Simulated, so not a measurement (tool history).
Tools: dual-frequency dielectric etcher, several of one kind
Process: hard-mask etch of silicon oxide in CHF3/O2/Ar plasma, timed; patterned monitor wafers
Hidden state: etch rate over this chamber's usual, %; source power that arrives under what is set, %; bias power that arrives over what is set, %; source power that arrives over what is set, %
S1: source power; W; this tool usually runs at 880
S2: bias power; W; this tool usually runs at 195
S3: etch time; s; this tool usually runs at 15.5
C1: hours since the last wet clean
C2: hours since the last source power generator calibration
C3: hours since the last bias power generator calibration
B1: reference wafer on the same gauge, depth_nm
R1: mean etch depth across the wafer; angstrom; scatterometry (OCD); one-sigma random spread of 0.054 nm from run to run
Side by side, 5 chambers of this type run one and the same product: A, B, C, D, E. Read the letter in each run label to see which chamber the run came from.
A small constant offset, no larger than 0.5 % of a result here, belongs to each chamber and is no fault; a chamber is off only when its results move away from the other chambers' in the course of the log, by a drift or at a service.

run,hour,S1,S2,S3,C1,C2,C3,B1,R1
1A,6.9,880,195,15.5,43.3,1769.6,360.3,37.694,364.43
2B,15.9,880,195,15.5,154.4,116.0,3335.2,37.706,365.28
3E,21.9,880,195,15.5,36.2,3887.9,2988.3,37.668,362.80
4C,29.0,880,195,15.5,151.8,944.4,2087.0,37.689,363.03
5D,35.0,760,195,15.5,666.5,504.3,2762.8,37.672,342.16
6C,42.1,760,195,15.5,164.9,957.5,2100.1,37.654,343.56
7D,52.3,760,195,15.5,683.8,521.6,2780.1,37.652,342.72
8A,62.3,760,195,15.5,98.7,1825.0,415.7,37.640,342.95
# hour 65.6: chamber D: wet clean of the chamber
9B,67.7,760,195,15.5,206.2,167.8,3387.0,37.651,345.60
10E,77.3,880,195,15.5,91.6,3943.3,3043.7,37.617,362.13
11B,87.3,880,195,15.5,225.8,187.4,3406.6,37.633,364.86
12D,96.3,880,195,15.5,30.7,565.6,2824.1,37.631,361.76
13E,106.1,880,195,15.5,120.4,3972.1,3072.5,37.600,362.62
14C,113.1,880,195,15.5,235.9,1028.5,2171.1,37.603,363.78
15A,119.7,880,195,15.5,156.1,1882.4,473.1,37.597,362.55
16A,129.2,880,195,12.5,165.6,1891.9,482.6,37.596,292.80
17E,135.5,880,195,12.5,149.8,4001.5,3101.9,37.599,291.12
18B,146.1,880,195,12.5,284.6,246.2,3465.4,37.578,294.54
19C,153.7,880,195,12.5,276.5,1069.1,2211.7,37.584,293.11
20D,161.5,880,195,12.5,95.9,630.8,2889.3,37.568,291.91
21A,170.4,880,195,15.5,206.8,1933.1,523.8,37.544,361.80
22E,177.4,880,195,12.5,191.7,4043.4,3143.8,37.551,292.04
23B,184.1,880,195,12.5,322.6,284.2,3503.4,37.545,292.93
24D,190.4,880,195,12.5,124.8,659.7,2918.2,37.531,291.15
25C,196.4,880,195,12.5,319.2,1111.8,2254.4,37.538,292.51
26C,202.0,880,195,12.5,324.8,1117.4,2260.0,37.533,292.67
27B,208.7,760,195,18.0,347.2,308.8,3528.0,37.532,400.37
28E,214.8,760,195,18.0,229.1,4080.8,3181.2,37.527,397.58
29D,223.0,760,195,18.0,157.4,692.3,2950.8,37.528,395.98
30A,231.4,760,195,18.0,267.8,1994.1,584.8,37.506,396.41
31B,240.6,760,195,18.0,379.1,340.7,3559.9,37.512,400.16
32E,249.0,880,195,15.5,263.3,4115.0,3215.4,37.473,361.18
33D,254.7,880,195,15.5,189.1,724.0,2982.5,37.489,361.30
34C,264.1,880,195,15.5,386.9,1179.5,2322.1,37.485,361.79
35A,273.4,880,195,15.5,309.8,2036.1,626.8,37.477,361.06

The same settings go to every chamber for the next run, one line per chamber below. Forecast the results for each:
36A,281.1,880,195,18.5,,,,,?
36B,281.1,880,195,18.5,,,,,?
36C,281.1,880,195,18.5,,,,,?
36D,281.1,880,195,18.5,,,,,?
36E,281.1,880,195,18.5,,,,,?

run,R1
36A,431.24
36B,434.88
36C,432.53
36D,429.58
36E,430.94
